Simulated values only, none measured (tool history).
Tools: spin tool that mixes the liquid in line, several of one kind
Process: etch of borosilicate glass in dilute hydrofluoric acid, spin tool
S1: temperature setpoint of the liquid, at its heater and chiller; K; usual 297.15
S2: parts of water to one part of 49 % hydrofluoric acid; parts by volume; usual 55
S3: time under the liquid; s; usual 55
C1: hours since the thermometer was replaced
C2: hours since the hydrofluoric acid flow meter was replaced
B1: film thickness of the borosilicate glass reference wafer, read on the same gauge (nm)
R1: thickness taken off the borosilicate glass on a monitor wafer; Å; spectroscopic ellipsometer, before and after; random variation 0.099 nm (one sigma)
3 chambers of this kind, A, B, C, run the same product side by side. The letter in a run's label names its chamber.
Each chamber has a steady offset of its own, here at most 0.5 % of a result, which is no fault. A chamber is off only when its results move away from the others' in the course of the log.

run 1C hour=3.9 | S1=297.15 S2=55 S3=55 | C1=1419.6 C2=246.4 | B1=140.03 | R1=178.64
run 2A hour=8 | S1=297.15 S2=55 S3=55 | C1=436.5 C2=314.5 | B1=140 | R1=178.73
run 3B hour=11.7 | S1=297.15 S2=55 S3=55 | C1=427.1 C2=162.6 | B1=140.01 | R1=176.93
run 4B hour=15.4 | S1=297.15 S2=55 S3=55 | C1=430.8 C2=166.3 | B1=140.03 | R1=178.25
run 5A hour=19.9 | S1=297.15 S2=55 S3=55 | C1=448.4 C2=326.4 | B1=139.98 | R1=179.93
run 6C hour=23.2 | S1=294.65 S2=70 S3=55 | C1=1438.9 C2=265.7 | B1=140.04 | R1=124.41
run 7B hour=25.8 | S1=294.65 S2=70 S3=55 | C1=441.2 C2=176.7 | B1=140.04 | R1=122.85
run 8A hour=30 | S1=294.65 S2=70 S3=55 | C1=458.5 C2=336.5 | B1=140.02 | R1=123.74
run 9C hour=34.9 | S1=297.15 S2=55 S3=55 | C1=1450.6 C2=277.4 | B1=140.05 | R1=177.81
run 10B hour=40.8 | S1=297.15 S2=55 S3=55 | C1=456.2 C2=191.7 | B1=139.93 | R1=178.73
run 11A hour=44.3 | S1=297.15 S2=55 S3=55 | C1=472.8 C2=350.8 | B1=140.02 | R1=178.86
run 12C hour=47.8 | S1=297.15 S2=55 S3=55 | C1=1463.5 C2=290.3 | B1=139.99 | R1=176.5
run 13C hour=51.3 | S1=297.15 S2=55 S3=55 | C1=1467 C2=293.8 | B1=140.01 | R1=178.43
run 14B hour=55.3 | S1=301.65 S2=55 S3=75 | C1=470.7 C2=206.2 | B1=140.01 | R1=295.42
run 15A hour=59.3 | S1=301.65 S2=55 S3=75 | C1=487.8 C2=365.8 | B1=140.05 | R1=292.12
run 16B hour=62.2 | S1=301.65 S2=55 S3=75 | C1=477.6 C2=213.1 | B1=139.98 | R1=293.23
run 17A hour=66.1 | S1=297.15 S2=55 S3=55 | C1=494.6 C2=372.6 | B1=139.97 | R1=179.44
run 18C hour=70.4 | S1=297.15 S2=55 S3=55 | C1=1486.1 C2=312.9 | B1=140.03 | R1=177.63
run 19C hour=74.8 | S1=297.15 S2=55 S3=55 | C1=1490.5 C2=317.3 | B1=139.97 | R1=176.2
run 20B hour=78.1 | S1=297.15 S2=55 S3=55 | C1=493.5 C2=229 | B1=140 | R1=180.25
run 21A hour=81.3 | S1=297.15 S2=55 S3=55 | C1=509.8 C2=387.8 | B1=139.99 | R1=176.55
run 22B hour=85.4 | S1=297.15 S2=55 S3=55 | C1=500.8 C2=236.3 | B1=139.99 | R1=183.43
run 23A hour=88.9 | S1=297.15 S2=55 S3=55 | C1=517.4 C2=395.4 | B1=140.05 | R1=177.21
run 24C hour=94.3 | S1=297.15 S2=55 S3=55 | C1=1510 C2=336.8 | B1=139.99 | R1=177.86
run 25A hour=97.8 | S1=297.15 S2=55 S3=55 | C1=526.3 C2=404.3 | B1=140.03 | R1=179.59
run 26C hour=102.5 | S1=297.15 S2=55 S3=70 | C1=1518.2 C2=345 | B1=140.02 | R1=225.99
run 27B hour=106 | S1=297.15 S2=55 S3=70 | C1=521.4 C2=256.9 | B1=140.03 | R1=238.47
run 28A hour=111.4 | S1=297.15 S2=55 S3=70 | C1=539.9 C2=417.9 | B1=140.01 | R1=225.95
run 29C hour=116.8 | S1=297.15 S2=55 S3=55 | C1=1532.5 C2=359.3 | B1=139.93 | R1=178.53
run 30B hour=121.2 | S1=297.15 S2=55 S3=55 | C1=536.6 C2=272.1 | B1=140.04 | R1=187.27
run 31B hour=124.5 | S1=297.15 S2=25 S3=80 | C1=539.9 C2=275.4 | B1=140.07 | R1=632.37

Is one chamber off against the others, does the gauge drift, or is nothing wrong? If a chamber is off, say which, and what the likeliest cause is.

Chamber B drifts away from the others.
Cause: hydrofluoric acid flow above the setpoint (%) = 5.26.
The log may not tell that from: liquid hotter than its thermometer reads (K).

Here are 4 candidates for chamber B's next run, each the usual settings with a change, their results left as question marks. Which one brings its results back in line with what the others give on the usual settings?
In line means no further than this from the other chambers' mean on the usual settings: R1 3.5 Å
run 32B-1 hour=128.7 | S1=295.65 S2=55 S3=55 | R1=?
run 32B-2 hour=128.7 | S1=298.65 S2=55 S3=55 | R1=?
run 32B-3 hour=128.7 | S1=297.65 S2=55 S3=55 | R1=?
run 32B-4 hour=128.7 | S1=296.65 S2=55 S3=55 | R1=?

The other chambers' mean on the usual settings: R1 178.14 Å
run=32B-1 R1=177.17
run=32B-2 R1=200.24
run=32B-3 R1=192.32
run=32B-4 R1=184.58
32B-1 brings the chamber back in line.
